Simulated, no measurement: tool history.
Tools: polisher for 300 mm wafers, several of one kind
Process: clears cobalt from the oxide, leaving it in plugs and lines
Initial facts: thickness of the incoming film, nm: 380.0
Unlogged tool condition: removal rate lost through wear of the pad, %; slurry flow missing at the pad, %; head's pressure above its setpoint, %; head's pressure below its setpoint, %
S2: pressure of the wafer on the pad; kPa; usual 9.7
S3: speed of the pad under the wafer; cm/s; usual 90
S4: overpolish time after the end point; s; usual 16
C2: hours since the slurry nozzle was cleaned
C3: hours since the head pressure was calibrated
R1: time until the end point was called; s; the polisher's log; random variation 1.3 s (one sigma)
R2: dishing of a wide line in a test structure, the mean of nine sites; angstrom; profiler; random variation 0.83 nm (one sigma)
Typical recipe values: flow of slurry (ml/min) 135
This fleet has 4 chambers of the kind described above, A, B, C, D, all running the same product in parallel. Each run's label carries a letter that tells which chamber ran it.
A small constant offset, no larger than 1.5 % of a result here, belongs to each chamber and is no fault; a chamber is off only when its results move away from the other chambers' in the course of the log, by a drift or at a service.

{"run": "1C", "hour": 4.0, "flow of slurry (ml/min)": 135, "S2": 9.7, "S3": 90, "S4": 16, "wafers polished on this pad": 134, "C2": 169.8, "C3": 974.7, "R1": 103.95, "R2": 360.99}
{"run": "2D", "hour": 8.2, "flow of slurry (ml/min)": 135, "S2": 9.7, "S3": 90, "S4": 16, "wafers polished on this pad": 210, "C2": 269.1, "C3": 70.2, "R1": 103.08, "R2": 332.21}
{"run": "3B", "hour": 13.2, "flow of slurry (ml/min)": 135, "S2": 9.7, "S3": 90, "S4": 16, "wafers polished on this pad": 320, "C2": 30.7, "C3": 207.6, "R1": 104.21, "R2": 357.08}
{"run": "4A", "hour": 19.0, "flow of slurry (ml/min)": 135, "S2": 9.7, "S3": 90, "S4": 16, "wafers polished on this pad": 288, "C2": 114.1, "C3": 518.5, "R1": 103.5, "R2": 365.54}
{"run": "5C", "hour": 24.8, "flow of slurry (ml/min)": 135, "S2": 9.7, "S3": 90, "S4": 16, "wafers polished on this pad": 267, "C2": 190.6, "C3": 995.5, "R1": 104.34, "R2": 348.75}
{"run": "6B", "hour": 31.5, "flow of slurry (ml/min)": 135, "S2": 9.7, "S3": 90, "S4": 16, "wafers polished on this pad": 437, "C2": 49.0, "C3": 225.9, "R1": 105.38, "R2": 371.87}
{"run": "7A", "hour": 37.0, "flow of slurry (ml/min)": 135, "S2": 9.7, "S3": 90, "S4": 16, "wafers polished on this pad": 403, "C2": 132.1, "C3": 536.5, "R1": 105.41, "R2": 350.77}
{"run": "8D", "hour": 40.8, "flow of slurry (ml/min)": 135, "S2": 9.7, "S3": 90, "S4": 16, "wafers polished on this pad": 419, "C2": 301.7, "C3": 102.8, "R1": 103.01, "R2": 356.9}
{"run": "9A", "hour": 47.3, "flow of slurry (ml/min)": 135, "S2": 9.7, "S3": 90, "S4": 16, "wafers polished on this pad": 469, "C2": 142.4, "C3": 546.8, "R1": 105.13, "R2": 358.55}
{"run": "10C", "hour": 51.0, "flow of slurry (ml/min)": 135, "S2": 9.7, "S3": 90, "S4": 16, "wafers polished on this pad": 435, "C2": 216.8, "C3": 1021.7, "R1": 105.81, "R2": 351.44}
{"run": "11B", "hour": 55.4, "flow of slurry (ml/min)": 135, "S2": 9.7, "S3": 90, "S4": 16, "wafers polished on this pad": 590, "C2": 72.9, "C3": 249.8, "R1": 104.61, "R2": 348.38}
{"run": "12D", "hour": 60.2, "flow of slurry (ml/min)": 155, "S2": 9.7, "S3": 110, "S4": 16, "wafers polished on this pad": 543, "C2": 321.1, "C3": 122.2, "R1": 83.28, "R2": 404.63}
{"run": "13C", "hour": 63.2, "flow of slurry (ml/min)": 155, "S2": 9.7, "S3": 110, "S4": 16, "wafers polished on this pad": 513, "C2": 229.0, "C3": 1033.9, "R1": 83.128, "R2": 389.17}
{"run": "14D", "hour": 68.4, "flow of slurry (ml/min)": 155, "S2": 9.7, "S3": 110, "S4": 16, "wafers polished on this pad": 595, "C2": 329.3, "C3": 130.4, "R1": 83.332, "R2": 418.02}
{"run": "15A", "hour": 73.5, "flow of slurry (ml/min)": 155, "S2": 9.7, "S3": 110, "S4": 16, "wafers polished on this pad": 637, "C2": 168.6, "C3": 573.0, "R1": 84.727, "R2": 413.82}
{"hour": 74.7, "done": "chamber C: worn pad replaced by a new one"}
{"run": "16B", "hour": 76.8, "flow of slurry (ml/min)": 135, "S2": 9.7, "S3": 90, "S4": 16, "wafers polished on this pad": 727, "C2": 94.3, "C3": 271.2, "R1": 103.94, "R2": 354.27}
{"run": "17D", "hour": 80.3, "flow of slurry (ml/min)": 135, "S2": 9.7, "S3": 90, "S4": 16, "wafers polished on this pad": 672, "C2": 341.2, "C3": 142.3, "R1": 104.86, "R2": 354.81}
{"run": "18A", "hour": 84.5, "flow of slurry (ml/min)": 135, "S2": 9.7, "S3": 90, "S4": 16, "wafers polished on this pad": 708, "C2": 179.6, "C3": 584.0, "R1": 103.09, "R2": 365.68}
{"run": "19B", "hour": 87.9, "flow of slurry (ml/min)": 135, "S2": 9.7, "S3": 90, "S4": 16, "wafers polished on this pad": 799, "C2": 105.4, "C3": 282.3, "R1": 104.21, "R2": 357.89}
{"run": "20C", "hour": 93.4, "flow of slurry (ml/min)": 135, "S2": 9.7, "S3": 90, "S4": 16, "wafers polished on this pad": 120, "C2": 259.2, "C3": 1064.1, "R1": 104.08, "R2": 343.87}
{"run": "21B", "hour": 99.6, "flow of slurry (ml/min)": 135, "S2": 9.7, "S3": 90, "S4": 16, "wafers polished on this pad": 874, "C2": 117.1, "C3": 294.0, "R1": 102.38, "R2": 351.69}
{"run": "22C", "hour": 105.8, "flow of slurry (ml/min)": 135, "S2": 9.7, "S3": 90, "S4": 16, "wafers polished on this pad": 199, "C2": 271.6, "C3": 1076.5, "R1": 104.9, "R2": 353.1}
{"run": "23A", "hour": 111.9, "flow of slurry (ml/min)": 135, "S2": 9.7, "S3": 90, "S4": 16, "wafers polished on this pad": 883, "C2": 207.0, "C3": 611.4, "R1": 103.52, "R2": 362.47}
{"run": "24D", "hour": 117.2, "flow of slurry (ml/min)": 115, "S2": 9.7, "S3": 90, "S4": 13, "wafers polished on this pad": 908, "C2": 378.1, "C3": 179.2, "R1": 108.0, "R2": 305.98}
{"run": "25C", "hour": 120.8, "flow of slurry (ml/min)": 115, "S2": 9.7, "S3": 90, "S4": 13, "wafers polished on this pad": 295, "C2": 286.6, "C3": 1091.5, "R1": 108.72, "R2": 290.01}
{"run": "26A", "hour": 125.4, "flow of slurry (ml/min)": 115, "S2": 9.7, "S3": 90, "S4": 13, "wafers polished on this pad": 970, "C2": 220.5, "C3": 624.9, "R1": 108.77, "R2": 319.96}

Which is it: a chamber that has drifted or been left off by a service, a gauge drift common to all chambers, or only each chamber's usual small offset? If a chamber is off, name it and its likeliest cause.

All chambers stay in line apart from their small fixed offsets, and the gauge does not drift.
